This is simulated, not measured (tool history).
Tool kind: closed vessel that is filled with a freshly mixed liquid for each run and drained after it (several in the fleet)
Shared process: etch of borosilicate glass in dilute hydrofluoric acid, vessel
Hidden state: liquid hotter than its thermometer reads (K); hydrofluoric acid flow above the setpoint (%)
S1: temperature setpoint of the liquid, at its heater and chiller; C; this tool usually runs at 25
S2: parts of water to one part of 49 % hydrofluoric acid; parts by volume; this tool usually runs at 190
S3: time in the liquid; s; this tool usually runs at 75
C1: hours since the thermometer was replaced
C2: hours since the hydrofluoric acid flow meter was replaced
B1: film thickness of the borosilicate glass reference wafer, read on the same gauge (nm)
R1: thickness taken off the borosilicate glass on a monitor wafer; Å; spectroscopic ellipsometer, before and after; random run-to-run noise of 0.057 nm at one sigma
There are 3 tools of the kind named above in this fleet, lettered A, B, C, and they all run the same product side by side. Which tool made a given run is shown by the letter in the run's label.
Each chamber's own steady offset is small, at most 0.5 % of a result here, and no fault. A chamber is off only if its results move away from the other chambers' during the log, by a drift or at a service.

| run | hour | S1 | S2 | S3 | C1 | C2 | B1 | R1 |
|---|---|---|---|---|---|---|---|---|
| 1A | 11.2 | 25 | 190 | 75 | 1353.9 | 689.1 | 29.985 | 89.116 |
| 2C | 22.8 | 25 | 190 | 75 | 1860.1 | 400.2 | 30.035 | 88.741 |
| 3B | 35.5 | 25 | 190 | 75 | 522.6 | 275.2 | 29.967 | 88.698 |
| 4C | 48.6 | 25 | 190 | 75 | 1885.9 | 426 | 29.975 | 89.425 |
|  | 52.6 | chamber A: hydrofluoric acid flow meter replaced |
| 5B | 56.6 | 25 | 190 | 75 | 543.7 | 296.3 | 30.007 | 88.474 |
| 6A | 65.6 | 25 | 190 | 50 | 1408.3 | 13 | 30.008 | 59.473 |
| 7A | 72.6 | 25 | 190 | 50 | 1415.3 | 20 | 29.968 | 59.694 |
| 8C | 86.2 | 25 | 190 | 50 | 1923.5 | 463.6 | 30.056 | 59.636 |
| 9B | 94.8 | 25 | 190 | 75 | 581.9 | 334.5 | 29.988 | 89.503 |
| 10B | 103.7 | 25 | 190 | 75 | 590.8 | 343.4 | 30.007 | 88.974 |
| 11A | 115.4 | 25 | 190 | 75 | 1458.1 | 62.8 | 30.006 | 89.562 |
| 12C | 128.3 | 25 | 190 | 105 | 1965.6 | 505.7 | 29.976 | 125.99 |
| 13C | 134.3 | 25 | 190 | 105 | 1971.6 | 511.7 | 30.039 | 125.67 |
| 14B | 146.6 | 25 | 190 | 105 | 633.7 | 386.3 | 29.997 | 123.16 |
| 15A | 157.1 | 25 | 190 | 75 | 1499.8 | 104.5 | 30.005 | 88.309 |
| 16B | 168.3 | 25 | 190 | 75 | 655.4 | 408 | 29.979 | 89.295 |
| 17A | 175.1 | 25 | 190 | 75 | 1517.8 | 122.5 | 29.977 | 88.364 |
| 18C | 185.5 | 25 | 190 | 75 | 2022.8 | 562.9 | 29.988 | 90.848 |
| 19A | 196.4 | 25 | 190 | 75 | 1539.1 | 143.8 | 29.991 | 89.039 |
| 20C | 208.4 | 25 | 190 | 75 | 2045.7 | 585.8 | 29.975 | 92.778 |
| 21B | 216 | 25 | 190 | 75 | 703.1 | 455.7 | 29.988 | 89.479 |
| 22C | 225.2 | 25 | 190 | 75 | 2062.5 | 602.6 | 30.011 | 91.577 |
| 23B | 232.1 | 25 | 190 | 75 | 719.2 | 471.8 | 30.021 | 89.577 |
| 24A | 242 | 25 | 190 | 115 | 1584.7 | 189.4 | 29.989 | 136.2 |
| 25A | 250.9 | 25 | 190 | 115 | 1593.6 | 198.3 | 29.998 | 135.25 |
| 26C | 258.8 | 25 | 190 | 115 | 2096.1 | 636.2 | 29.999 | 144.03 |
| 27B | 265.8 | 25 | 190 | 75 | 752.9 | 505.5 | 29.992 | 88.293 |
| 28B | 277.1 | 25 | 190 | 75 | 764.2 | 516.8 | 30.012 | 88.38 |
| 29C | 283.6 | 25 | 190 | 75 | 2120.9 | 661 | 29.939 | 93.162 |
| 30A | 292.9 | 25 | 190 | 75 | 1635.6 | 240.3 | 29.997 | 89.126 |
| 31C | 301.1 | 25 | 190 | 75 | 2138.4 | 678.5 | 29.989 | 93.963 |
| 32A | 312.7 | 25 | 190 | 75 | 1655.4 | 260.1 | 29.991 | 88.557 |
| 33B | 319.7 | 25 | 190 | 75 | 806.8 | 559.4 | 29.987 | 90.126 |
|  | 321.6 | chamber A: thermometer replaced |
| 34C | 328.2 | 25 | 190 | 75 | 2165.5 | 705.6 | 29.986 | 94.457 |
| 35A | 340.7 | 25 | 190 | 75 | 19.1 | 288.1 | 30.012 | 87.811 |
| 36B | 353.8 | 25 | 190 | 75 | 840.9 | 593.5 | 29.991 | 88.8 |
| 37C | 366.4 | 25 | 190 | 75 | 2203.7 | 743.8 | 29.978 | 95.885 |
| 38A | 376.8 | 25 | 190 | 75 | 55.2 | 324.2 | 30.007 | 89.323 |
| 39B | 384.3 | 25 | 190 | 75 | 871.4 | 624 | 29.96 | 89.364 |
| 40B | 394.6 | 25 | 190 | 75 | 881.7 | 634.3 | 30.003 | 89.048 |

Does one chamber stand apart from the rest, does the shared gauge drift, or is all well apart from small per-chamber offsets? Give the chamber and the most likely cause, where there is one.

Chamber C drifts away from the others.
Cause: liquid hotter than its thermometer reads (K) = 2.22.
Not necessarily distinguishable in this log from: hydrofluoric acid flow above the setpoint (%).

Chamber C could run next with any of the 4 candidate recipes listed below; each alters the usual settings, and their results appear as question marks. Which one brings its results back in line with what the other chambers deliver on the usual settings?
To be in line, a result may differ from the other chambers' mean on the usual settings by at most: R1 2 Å
| 41C-1 | 404.3 | 27.5 | 190 | 75 |  |  |  | ? |
| 41C-2 | 404.3 | 25 | 195 | 75 |  |  |  | ? |
| 41C-3 | 404.3 | 25 | 185 | 75 |  |  |  | ? |
| 41C-4 | 404.3 | 22.5 | 190 | 75 |  |  |  | ? |

Average result of the remaining chambers running the usual settings: R1 88.883 Å
| run | R1 |
|---|---|
| 41C-1 | 105.69 |
| 41C-2 | 93.842 |
| 41C-3 | 100.07 |
| 41C-4 | 88.535 |
It is 41C-4 that realigns the chamber with its peers.
